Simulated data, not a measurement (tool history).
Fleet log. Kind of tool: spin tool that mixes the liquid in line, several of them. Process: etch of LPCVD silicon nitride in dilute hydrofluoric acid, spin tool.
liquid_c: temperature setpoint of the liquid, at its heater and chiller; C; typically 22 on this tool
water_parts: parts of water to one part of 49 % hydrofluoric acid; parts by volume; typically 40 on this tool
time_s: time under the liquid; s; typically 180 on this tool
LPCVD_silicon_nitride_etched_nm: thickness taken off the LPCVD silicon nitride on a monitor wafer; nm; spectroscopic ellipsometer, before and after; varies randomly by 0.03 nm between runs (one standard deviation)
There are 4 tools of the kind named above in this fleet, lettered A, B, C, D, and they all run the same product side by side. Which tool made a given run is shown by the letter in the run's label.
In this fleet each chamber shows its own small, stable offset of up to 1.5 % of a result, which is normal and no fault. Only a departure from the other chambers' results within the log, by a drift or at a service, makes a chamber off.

| run | hour | liquid_c | water_parts | time_s | read-back film thickness of the LPCVD silicon nitride reference wafer, read on the same gauge (nm) | LPCVD_silicon_nitride_etched_nm |
|---|---|---|---|---|---|---|
| 1D | 9.8 | 22 | 40 | 180 | 99.987 | 2.0024 |
| 2B | 23.6 | 22 | 40 | 180 | 100.02 | 1.9586 |
| 3C | 37.9 | 22 | 40 | 180 | 100.02 | 1.9069 |
| 4A | 51.5 | 22 | 40 | 180 | 99.984 | 1.9248 |
| 5B | 59.4 | 22 | 40 | 95 | 99.984 | 1.0344 |
| 6A | 68.7 | 22 | 40 | 95 | 100.06 | 0.99325 |
| 7C | 79.5 | 22 | 40 | 95 | 100.01 | 1.0152 |
| 8D | 92 | 22 | 40 | 95 | 100.03 | 1.057 |
| 9C | 99.2 | 22 | 40 | 180 | 100 | 1.9731 |
| 10B | 110 | 22 | 40 | 180 | 99.953 | 1.998 |
| 11D | 124.6 | 22 | 50 | 180 | 100.01 | 1.5818 |
| 12A | 135.5 | 22 | 50 | 180 | 100.04 | 1.5847 |
| 13C | 148.2 | 22 | 50 | 180 | 100.02 | 1.6056 |
| 14D | 160.6 | 22 | 50 | 180 | 99.999 | 1.6407 |
| 15B | 167.6 | 22 | 40 | 180 | 100.02 | 2.0888 |
| 16A | 178 | 22 | 40 | 180 | 100 | 1.9378 |
| 17A | 189.1 | 22 | 40 | 240 | 99.974 | 2.6527 |
| 18B | 200 | 22 | 40 | 240 | 99.98 | 2.8581 |
| 19D | 211.5 | 22 | 40 | 240 | 100.03 | 2.6666 |
| 20C | 220.1 | 22 | 40 | 240 | 100.03 | 2.6219 |
| 21B | 229.9 | 22 | 40 | 135 | 99.988 | 1.6058 |
| 22D | 237.8 | 22 | 40 | 135 | 99.984 | 1.468 |
| 23A | 246.8 | 22 | 40 | 135 | 100.05 | 1.461 |
| 24C | 255.8 | 22 | 40 | 135 | 99.993 | 1.4667 |

All chambers now run identical settings, listed one chamber a line with results as question marks. What results will each chamber show?
| 25A | 266.4 | 22 | 40 | 90 |  | ? |
| 25B | 266.4 | 22 | 40 | 90 |  | ? |
| 25C | 266.4 | 22 | 40 | 90 |  | ? |
| 25D | 266.4 | 22 | 40 | 90 |  | ? |

| run | LPCVD_silicon_nitride_etched_nm |
|---|---|
| 25A | 0.97492 |
| 25B | 1.0925 |
| 25C | 0.97698 |
| 25D | 0.97062 |
